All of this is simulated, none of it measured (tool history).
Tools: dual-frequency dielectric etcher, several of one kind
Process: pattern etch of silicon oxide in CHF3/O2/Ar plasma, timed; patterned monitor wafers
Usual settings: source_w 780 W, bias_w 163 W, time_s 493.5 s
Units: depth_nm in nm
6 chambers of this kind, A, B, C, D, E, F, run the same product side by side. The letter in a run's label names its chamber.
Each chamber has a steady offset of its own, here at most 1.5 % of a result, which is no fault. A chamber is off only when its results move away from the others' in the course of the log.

run   hour  source_w  bias_w  time_s  hours since the last wet clean  hours since the last source power generator calibration  hours since the last bias power generator calibration  read-back reference wafer on the same gauge, depth_nm  depth_nm
 1A    6.2       780     163   493.5                           249.9                                                   1832.1                                                 2850.8                                                 1109.9    1034.1
 2F   10.5       780     163   493.5                           171.3                                                   1085.3                                                 3972.3                                                   1110    1042.5
 3E   18.5       780     163   493.5                           322.3                                                      630                                                 2918.6                                                 1109.7    1049.7
 4C   25.1       780     163   493.5                            91.2                                                     2260                                                 1187.3                                                 1110.1    1056.9
 5D   33.7       780     163   493.5                           235.8                                                   1060.7                                                  357.4                                                 1110.6    1029.8
 6B   39.4       780     163   493.5                           215.1                                                   1787.7                                                   2483                                                   1110      1041
 7B   46.3       780     163   493.5                             222                                                   1794.6                                                 2489.9                                                 1109.6    1036.3
 8E   53.9       780     163   493.5                           357.7                                                    665.4                                                   2954                                                 1109.9    1046.5
 9C   61.9       780     163   493.5                             128                                                   2296.8                                                 1224.1                                                 1109.8    1057.1
10A   68.6       780     163   493.5                           312.3                                                   1894.5                                                 2913.2                                                 1110.8    1036.3
11D   77.5       780     163   493.5                           279.6                                                   1104.5                                                  401.2                                                 1110.2    1030.8
12F   81.4       780     163   423.5                           242.2                                                   1156.2                                                 4043.2                                                 1109.8    893.44
13B   86.9       780     163   423.5                           262.6                                                   1835.2                                                 2530.5                                                 1109.9    888.97
14F   93.5       780     163   423.5                           254.3                                                   1168.3                                                 4055.3                                                 1109.4    893.27
15E  100.7       780     163   423.5                           404.5                                                    712.2                                                 3000.8                                                 1110.6     893.9
16A  108.8       780     163   423.5                           352.5                                                   1934.7                                                 2953.4                                                 1110.2    891.68
17D  114.4       780     163   423.5                           316.5                                                   1141.4                                                  438.1                                                 1110.3    883.36
18C  122.9       640     163   493.5                             189                                                   2357.8                                                 1285.1                                                 1109.8     977.8
19F  126.8       640     163   493.5                           287.6                                                   1201.6                                                 4088.6                                                 1110.1    967.54
20B  132.7       640     163   493.5                           308.4                                                     1881                                                 2576.3                                                   1110    961.67
21A  140.6       640     163   493.5                           384.3                                                   1966.5                                                 2985.2                                                 1110.4    960.99
22E  144.8       640     163   493.5                           448.6                                                    756.3                                                 3044.9                                                 1109.5    972.32
23D  149.4       640     163   493.5                           351.5                                                   1176.4                                                  473.1                                                 1109.2     947.2
24C  154.2       780     163   493.5                           220.3                                                   2389.1                                                 1316.4                                                 1109.7    1058.5
25E  160.6       780     148   493.5                           464.4                                                    772.1                                                 3060.7                                                 1109.5      1012
26C  167.6       780     148   493.5                           233.7                                                   2402.5                                                 1329.8                                                 1109.7      1026
27B    172       780     148   493.5                           347.7                                                   1920.3                                                 2615.6                                                 1109.3    1003.1
28A  180.6       780     148   493.5                           424.3                                                   2006.5                                                 3025.2                                                 1110.3    1005.6
29F  186.7       780     148   493.5                           347.5                                                   1261.5                                                 4148.5                                                 1110.2    1008.6
30D  194.8       780     148   493.5                           396.9                                                   1221.8                                                  518.5                                                 1110.9    986.58
31B  203.1       780     163   493.5                           378.8                                                   1951.4                                                 2646.7                                                 1109.6    1037.9
32D    211       780     163   493.5                           413.1                                                     1238                                                  534.7                                                 1110.2    1014.7
     211.1  -- chamber C: source power generator calibrated
     219.6  -- chamber B: bias power generator calibrated
33A  219.6       780     147   412.5                           463.3                                                   2045.5                                                 3064.2                                                 1110.2    843.13
34E  224.6       780     147   412.5                           528.4                                                    836.1                                                 3124.7                                                 1110.1    847.04
35C  229.7       780     147   412.5                           295.8                                                     18.7                                                 1391.9                                                 1110.1    854.76
       236  -- chamber B: wet clean of the chamber
36F  237.9       780     147   412.5                           398.7                                                   1312.7                                                 4199.7                                                 1110.3    842.65
37C  243.5       780     147   412.5                           309.6                                                     32.5                                                 1405.7                                                 1110.2    850.62
38E  250.8       780     147   412.5                           554.6                                                    862.3                                                 3150.9                                                 1109.8    844.16
39F  254.9       780     163   493.5                           415.7                                                   1329.7                                                 4216.7                                                 1110.5    1045.7
40D  260.9       780     163   493.5                             463                                                   1287.9                                                  584.6                                                   1110    1013.1
41A    269       780     163   493.5                           512.7                                                   2094.9                                                 3113.6                                                 1110.2    1035.1
42B  277.5       780     163   493.5                            41.5                                                   2025.8                                                   57.9                                                   1110    1039.5

Is one chamber off against the others, does the gauge drift, or is nothing wrong? If a chamber is off, say which, and what the likeliest cause is.

Chamber D drifts away from the others.
Cause: source power that arrives under what is set, % = 4.9.
The log may not tell that from: etch rate under this chamber's usual, %; bias power that arrives under what is set, %.

Here are 4 candidates for chamber D's next run, each the usual settings with a change, their results left as question marks. Which one brings its results back in line with what the others give on the usual settings?
In line means no further than this from the other chambers' mean on the usual settings: depth_nm 9.5 nm
43D-1  283.9       740     156   493.5                                                                                                                                                                                                                ?
43D-2  283.9       780     163   499.5                                                                                                                                                                                                                ?
43D-3  283.9       780     156   493.5                                                                                                                                                                                                                ?
43D-4  283.9       820     170   493.5                                                                                                                                                                                                                ?

The other chambers' mean on the usual settings: depth_nm 1043.9 nm
  run  depth_nm
43D-1    976.07
43D-2      1023
43D-3    996.27
43D-4    1044.8
43D-4 brings the chamber back in line.

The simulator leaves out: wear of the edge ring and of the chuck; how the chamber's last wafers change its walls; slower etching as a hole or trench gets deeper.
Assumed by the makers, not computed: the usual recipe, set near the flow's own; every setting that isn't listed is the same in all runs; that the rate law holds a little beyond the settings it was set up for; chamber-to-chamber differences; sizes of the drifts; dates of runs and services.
